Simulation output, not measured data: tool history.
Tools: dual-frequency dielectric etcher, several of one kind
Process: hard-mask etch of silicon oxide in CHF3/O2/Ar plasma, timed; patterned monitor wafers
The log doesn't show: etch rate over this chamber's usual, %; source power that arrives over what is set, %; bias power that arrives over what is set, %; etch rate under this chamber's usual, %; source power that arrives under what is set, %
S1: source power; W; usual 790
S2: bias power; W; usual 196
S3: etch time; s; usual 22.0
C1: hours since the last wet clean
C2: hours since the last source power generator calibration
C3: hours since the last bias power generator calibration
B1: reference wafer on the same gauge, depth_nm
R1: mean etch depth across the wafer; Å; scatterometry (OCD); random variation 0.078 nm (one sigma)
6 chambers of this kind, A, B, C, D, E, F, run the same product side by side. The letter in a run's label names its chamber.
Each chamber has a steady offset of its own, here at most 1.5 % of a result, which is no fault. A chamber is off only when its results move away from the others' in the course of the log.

run 1C hour=5.2 | S1=790 S2=196 S3=22.0 | C1=386.9 C2=429.9 C3=993.3 | B1=44.208 | R1=493.09
run 2F hour=11.0 | S1=790 S2=196 S3=22.0 | C1=198.2 C2=624.4 C3=625.5 | B1=44.179 | R1=495.00
run 3E hour=15.3 | S1=790 S2=196 S3=22.0 | C1=269.2 C2=233.4 C3=1152.6 | B1=44.172 | R1=498.50
run 4D hour=21.5 | S1=790 S2=196 S3=22.0 | C1=76.8 C2=1561.2 C3=570.5 | B1=44.167 | R1=491.34
-- hour=25.5 chamber C: wet clean of the chamber
run 5B hour=29.3 | S1=790 S2=196 S3=22.0 | C1=57.4 C2=80.9 C3=4107.2 | B1=44.169 | R1=503.97
run 6A hour=35.4 | S1=790 S2=196 S3=22.0 | C1=329.1 C2=651.7 C3=215.0 | B1=44.154 | R1=495.67
run 7D hour=40.2 | S1=790 S2=196 S3=22.0 | C1=95.5 C2=1579.9 C3=589.2 | B1=44.148 | R1=491.36
run 8C hour=44.3 | S1=790 S2=196 S3=22.0 | C1=18.9 C2=469.0 C3=1032.4 | B1=44.138 | R1=493.31
run 9A hour=50.5 | S1=790 S2=196 S3=22.0 | C1=344.2 C2=666.8 C3=230.1 | B1=44.130 | R1=496.71
run 10B hour=57.5 | S1=790 S2=196 S3=22.0 | C1=85.6 C2=109.1 C3=4135.4 | B1=44.135 | R1=503.97
run 11E hour=63.2 | S1=790 S2=196 S3=22.0 | C1=317.1 C2=281.3 C3=1200.5 | B1=44.126 | R1=496.61
run 12F hour=68.9 | S1=790 S2=196 S3=22.0 | C1=256.1 C2=682.3 C3=683.4 | B1=44.093 | R1=493.69
run 13A hour=74.0 | S1=790 S2=196 S3=22.0 | C1=367.7 C2=690.3 C3=253.6 | B1=44.112 | R1=496.27
run 14C hour=77.6 | S1=790 S2=196 S3=22.0 | C1=52.2 C2=502.3 C3=1065.7 | B1=44.085 | R1=491.89
run 15D hour=85.2 | S1=790 S2=196 S3=22.0 | C1=140.5 C2=1624.9 C3=634.2 | B1=44.101 | R1=489.67
run 16F hour=88.9 | S1=790 S2=196 S3=22.0 | C1=276.1 C2=702.3 C3=703.4 | B1=44.071 | R1=493.25
run 17B hour=93.7 | S1=790 S2=196 S3=22.0 | C1=121.8 C2=145.3 C3=4171.6 | B1=44.069 | R1=501.34
run 18E hour=99.6 | S1=790 S2=196 S3=22.0 | C1=353.5 C2=317.7 C3=1236.9 | B1=44.071 | R1=498.30
run 19B hour=104.9 | S1=790 S2=215 S3=16.5 | C1=133.0 C2=156.5 C3=4182.8 | B1=44.077 | R1=388.34
run 20E hour=111.8 | S1=790 S2=215 S3=16.5 | C1=365.7 C2=329.9 C3=1249.1 | B1=44.022 | R1=385.37
run 21A hour=115.6 | S1=790 S2=215 S3=16.5 | C1=409.3 C2=731.9 C3=295.2 | B1=44.050 | R1=383.21
run 22F hour=121.0 | S1=790 S2=215 S3=16.5 | C1=308.2 C2=734.4 C3=735.5 | B1=44.047 | R1=381.30
run 23D hour=125.9 | S1=790 S2=215 S3=16.5 | C1=181.2 C2=1665.6 C3=674.9 | B1=44.031 | R1=378.64
run 24C hour=132.3 | S1=790 S2=215 S3=16.5 | C1=106.9 C2=557.0 C3=1120.4 | B1=44.025 | R1=380.36
run 25D hour=137.3 | S1=790 S2=196 S3=22.0 | C1=192.6 C2=1677.0 C3=686.3 | B1=44.018 | R1=490.14
run 26F hour=144.0 | S1=790 S2=196 S3=22.0 | C1=331.2 C2=757.4 C3=758.5 | B1=44.003 | R1=493.00
run 27E hour=148.8 | S1=790 S2=196 S3=22.0 | C1=402.7 C2=366.9 C3=1286.1 | B1=44.003 | R1=496.36
run 28A hour=153.5 | S1=790 S2=196 S3=22.0 | C1=447.2 C2=769.8 C3=333.1 | B1=43.987 | R1=494.46
run 29B hour=161.3 | S1=790 S2=196 S3=22.0 | C1=189.4 C2=212.9 C3=4239.2 | B1=43.995 | R1=500.17
run 30C hour=169.2 | S1=790 S2=196 S3=22.0 | C1=143.8 C2=593.9 C3=1157.3 | B1=43.981 | R1=491.19
run 31F hour=174.8 | S1=790 S2=196 S3=22.0 | C1=362.0 C2=788.2 C3=789.3 | B1=43.979 | R1=492.03
run 32C hour=182.9 | S1=790 S2=196 S3=22.0 | C1=157.5 C2=607.6 C3=1171.0 | B1=43.944 | R1=492.16
run 33D hour=186.6 | S1=790 S2=196 S3=22.0 | C1=241.9 C2=1726.3 C3=735.6 | B1=43.963 | R1=488.67
run 34E hour=191.3 | S1=790 S2=177 S3=18.5 | C1=445.2 C2=409.4 C3=1328.6 | B1=43.920 | R1=403.25
run 35A hour=196.0 | S1=790 S2=177 S3=18.5 | C1=489.7 C2=812.3 C3=375.6 | B1=43.931 | R1=401.65
run 36B hour=202.8 | S1=790 S2=177 S3=18.5 | C1=230.9 C2=254.4 C3=4280.7 | B1=43.920 | R1=405.85

All 6 chambers run these settings next. Forecast each chamber's results:
run 37A hour=208.8 | S1=790 S2=196 S3=22.0 | R1=?
run 37B hour=208.8 | S1=790 S2=196 S3=22.0 | R1=?
run 37C hour=208.8 | S1=790 S2=196 S3=22.0 | R1=?
run 37D hour=208.8 | S1=790 S2=196 S3=22.0 | R1=?
run 37E hour=208.8 | S1=790 S2=196 S3=22.0 | R1=?
run 37F hour=208.8 | S1=790 S2=196 S3=22.0 | R1=?

run=37A R1=495.18
run=37B R1=500.41
run=37C R1=489.72
run=37D R1=488.27
run=37E R1=495.60
run=37F R1=491.52
